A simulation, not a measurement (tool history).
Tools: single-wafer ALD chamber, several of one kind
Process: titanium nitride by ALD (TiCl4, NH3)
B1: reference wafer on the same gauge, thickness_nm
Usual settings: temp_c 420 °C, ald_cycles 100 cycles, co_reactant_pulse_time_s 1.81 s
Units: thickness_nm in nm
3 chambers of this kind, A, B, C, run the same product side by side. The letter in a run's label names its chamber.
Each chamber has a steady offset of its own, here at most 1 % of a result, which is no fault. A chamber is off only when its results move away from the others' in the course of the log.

Run 1C, hour 8.3: usual settings; B1 2.2106. Result: thickness_nm 2.2024 nm.
Run 2A, hour 15.3: usual settings; B1 2.2109. Result: thickness_nm 2.2187 nm.
Run 3B, hour 22.4: usual settings; B1 2.2114. Result: thickness_nm 2.2121 nm.
Run 4C, hour 27.3: usual settings; B1 2.2111. Result: thickness_nm 2.1976 nm.
Run 5B, hour 31.5: usual settings; B1 2.2113. Result: thickness_nm 2.2150 nm.
Run 6A, hour 38.9: usual settings; B1 2.2127. Result: thickness_nm 2.2326 nm.
Run 7B, hour 44.9: usual settings; B1 2.2120. Result: thickness_nm 2.2108 nm.
Run 8C, hour 50.6: usual settings but temp_c 427 °C; B1 2.2124. Result: thickness_nm 2.2081 nm.
Run 9A, hour 59.2: usual settings but temp_c 427 °C; B1 2.2124. Result: thickness_nm 2.2319 nm.
Run 10C, hour 67.3: usual settings but temp_c 427 °C; B1 2.2133. Result: thickness_nm 2.2060 nm.
Run 11B, hour 75.1: usual settings; B1 2.2139. Result: thickness_nm 2.2139 nm.
Run 12A, hour 83.8: usual settings; B1 2.2141. Result: thickness_nm 2.2320 nm.
Run 13C, hour 90.1: usual settings but temp_c 410 °C; B1 2.2136. Result: thickness_nm 2.1917 nm.
Run 14A, hour 96.0: usual settings but temp_c 410 °C; B1 2.2143. Result: thickness_nm 2.2152 nm.
Run 15B, hour 100.8: usual settings but temp_c 410 °C; B1 2.2136. Result: thickness_nm 2.2052 nm.
Run 16A, hour 108.9: usual settings; B1 2.2142. Result: thickness_nm 2.2339 nm.
Run 17C, hour 117.8: usual settings but co_reactant_pulse_time_s 1.35 s; B1 2.2153. Result: thickness_nm 2.1892 nm.
Run 18B, hour 125.9: usual settings but co_reactant_pulse_time_s 1.35 s; B1 2.2151. Result: thickness_nm 2.1967 nm.
Run 19A, hour 133.9: usual settings but co_reactant_pulse_time_s 1.35 s; B1 2.2152. Result: thickness_nm 2.2102 nm.
Run 20B, hour 139.6: usual settings; B1 2.2164. Result: thickness_nm 2.2139 nm.
Run 21C, hour 147.1: usual settings; B1 2.2157. Result: thickness_nm 2.2010 nm.
Run 22A, hour 156.1: usual settings; B1 2.2172. Result: thickness_nm 2.2363 nm.
Run 23C, hour 163.6: usual settings; B1 2.2171. Result: thickness_nm 2.2043 nm.
Run 24B, hour 172.2: usual settings; B1 2.2178. Result: thickness_nm 2.2160 nm.
Run 25C, hour 179.1: usual settings; B1 2.2178. Result: thickness_nm 2.2048 nm.
Run 26B, hour 188.4: usual settings; B1 2.2182. Result: thickness_nm 2.2225 nm.
Run 27A, hour 195.0: usual settings; B1 2.2197. Result: thickness_nm 2.2356 nm.
Run 28C, hour 200.9: usual settings but co_reactant_pulse_time_s 1.15 s; B1 2.2176. Result: thickness_nm 2.1720 nm.
Run 29A, hour 205.0: usual settings but co_reactant_pulse_time_s 1.15 s; B1 2.2191. Result: thickness_nm 2.1986 nm.
Run 30B, hour 213.5: usual settings but co_reactant_pulse_time_s 1.15 s; B1 2.2186. Result: thickness_nm 2.1813 nm.
Run 31B, hour 220.6: usual settings; B1 2.2197. Result: thickness_nm 2.2158 nm.
Run 32C, hour 229.2: usual settings; B1 2.2202. Result: thickness_nm 2.2131 nm.
Run 33A, hour 236.2: usual settings; B1 2.2199. Result: thickness_nm 2.2376 nm.
Run 34C, hour 244.9: usual settings; B1 2.2201. Result: thickness_nm 2.2057 nm.
Run 35A, hour 249.6: usual settings; B1 2.2202. Result: thickness_nm 2.2434 nm.
Run 36B, hour 257.5: usual settings; B1 2.2209. Result: thickness_nm 2.2246 nm.
Run 37A, hour 262.2: usual settings; B1 2.2219. Result: thickness_nm 2.2378 nm.
Run 38C, hour 271.1: usual settings; B1 2.2218. Result: thickness_nm 2.2114 nm.
Run 39B, hour 275.3: usual settings; B1 2.2219. Result: thickness_nm 2.2243 nm.
Run 40A, hour 281.5: usual settings; B1 2.2223. Result: thickness_nm 2.2415 nm.
Run 41C, hour 290.7: usual settings; B1 2.2229. Result: thickness_nm 2.2116 nm.
Run 42B, hour 295.2: usual settings but temp_c 432 °C, co_reactant_pulse_time_s 1.40 s; B1 2.2222. Result: thickness_nm 2.2082 nm.
Run 43C, hour 302.4: usual settings but temp_c 432 °C, co_reactant_pulse_time_s 1.40 s; B1 2.2225. Result: thickness_nm 2.2004 nm.

All 3 chambers run these settings next. Forecast each chamber's results:
Run 44A, hour 309.0: usual settings but temp_c 430 °C. Result: thickness_nm ?.
Run 44B, hour 309.0: usual settings but temp_c 430 °C. Result: thickness_nm ?.
Run 44C, hour 309.0: usual settings but temp_c 430 °C. Result: thickness_nm ?.

run  thickness_nm
44A        2.2476
44B        2.2272
44C        2.2143
